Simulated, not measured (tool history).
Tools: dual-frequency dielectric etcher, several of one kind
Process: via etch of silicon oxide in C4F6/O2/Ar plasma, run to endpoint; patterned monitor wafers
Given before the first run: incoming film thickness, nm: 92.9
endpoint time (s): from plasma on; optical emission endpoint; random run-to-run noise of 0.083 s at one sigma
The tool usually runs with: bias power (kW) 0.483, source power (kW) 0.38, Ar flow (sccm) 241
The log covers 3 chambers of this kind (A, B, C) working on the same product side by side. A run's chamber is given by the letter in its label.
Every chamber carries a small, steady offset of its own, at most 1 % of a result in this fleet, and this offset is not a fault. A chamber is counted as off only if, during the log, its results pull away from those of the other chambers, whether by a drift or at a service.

| run | day | bias power (kW) | source power (kW) | Ar flow (sccm) | endpoint time (s) |
|---|---|---|---|---|---|
| 1B | 0.183 | 0.483 | 0.38 | 241 | 20.664 |
| 2C | 0.438 | 0.483 | 0.38 | 241 | 20.556 |
| 3A | 0.704 | 0.483 | 0.38 | 241 | 20.509 |
| 4B | 0.867 | 0.483 | 0.38 | 241 | 20.671 |
| 5A | 1.15 | 0.483 | 0.38 | 241 | 20.465 |
| 6C | 1.442 | 0.483 | 0.38 | 241 | 20.618 |
| 7B | 1.792 | 0.483 | 0.38 | 241 | 20.819 |
| 8C | 1.983 | 0.483 | 0.38 | 241 | 20.631 |
| 9A | 2.308 | 0.483 | 0.38 | 241 | 20.583 |
| 10C | 2.546 | 0.414 | 0.33 | 241 | 23.079 |
| 11A | 2.775 | 0.414 | 0.33 | 241 | 22.779 |
| 12B | 3.067 | 0.414 | 0.33 | 241 | 23.06 |
| 13A | 3.383 | 0.483 | 0.38 | 241 | 20.526 |
| 14C | 3.633 | 0.483 | 0.38 | 241 | 20.721 |
| 15B | 3.808 | 0.483 | 0.38 | 241 | 20.75 |
| 16B | 4.167 | 0.483 | 0.38 | 241 | 20.8 |
| 17C | 4.362 | 0.483 | 0.38 | 241 | 20.563 |
| 18A | 4.608 | 0.483 | 0.38 | 241 | 20.292 |
|  | 4.667 | chamber A: Ar flow controller replaced |
| 19A | 4.962 | 0.483 | 0.38 | 241 | 20.61 |
|  | 5.146 | chamber C: wet clean of the chamber |
| 20B | 5.279 | 0.483 | 0.38 | 241 | 20.721 |
| 21C | 5.517 | 0.599 | 0.38 | 274 | 18.662 |
| 22A | 5.829 | 0.599 | 0.38 | 274 | 19.144 |
| 23B | 6.112 | 0.599 | 0.38 | 274 | 19.389 |
| 24C | 6.367 | 0.483 | 0.38 | 241 | 20.088 |
| 25A | 6.733 | 0.483 | 0.38 | 241 | 20.229 |
| 26C | 6.917 | 0.483 | 0.38 | 241 | 20.031 |
| 27B | 7.146 | 0.483 | 0.38 | 241 | 20.63 |
| 28B | 7.329 | 0.483 | 0.38 | 241 | 20.741 |
| 29C | 7.579 | 0.483 | 0.38 | 241 | 20.027 |
| 30A | 7.75 | 0.377 | 0.38 | 241 | 22.388 |
| 31A | 7.938 | 0.377 | 0.38 | 241 | 22.432 |
| 32B | 8.288 | 0.377 | 0.38 | 241 | 22.867 |

Does one chamber stand apart from the rest, does the shared gauge drift, or is all well apart from small per-chamber offsets? Give the chamber and the most likely cause, where there is one.

After it was serviced, chamber C no longer matches the other chambers.
Most likely cause: etch rate over this chamber's usual, % = 2.77.

Here are 4 candidates for chamber C's next run, each the usual settings with a change, their results left as question marks. Which one brings its results back in line with what the others give on the usual settings?
In-line tolerance around the mean of the other chambers on the usual settings: endpoint time (s) 0.29
| 33C-1 | 8.55 | 0.451 | 0.38 | 241 | ? |
| 33C-2 | 8.55 | 0.419 | 0.38 | 241 | ? |
| 33C-3 | 8.55 | 0.515 | 0.38 | 241 | ? |
| 33C-4 | 8.55 | 0.513 | 0.41 | 237 | ? |

Usual-settings mean across the other chambers: endpoint time (s) 20.589
| run | endpoint time (s) |
|---|---|
| 33C-1 | 20.629 |
| 33C-2 | 21.202 |
| 33C-3 | 19.621 |
| 33C-4 | 19.07 |
33C-1 brings the chamber back in line.

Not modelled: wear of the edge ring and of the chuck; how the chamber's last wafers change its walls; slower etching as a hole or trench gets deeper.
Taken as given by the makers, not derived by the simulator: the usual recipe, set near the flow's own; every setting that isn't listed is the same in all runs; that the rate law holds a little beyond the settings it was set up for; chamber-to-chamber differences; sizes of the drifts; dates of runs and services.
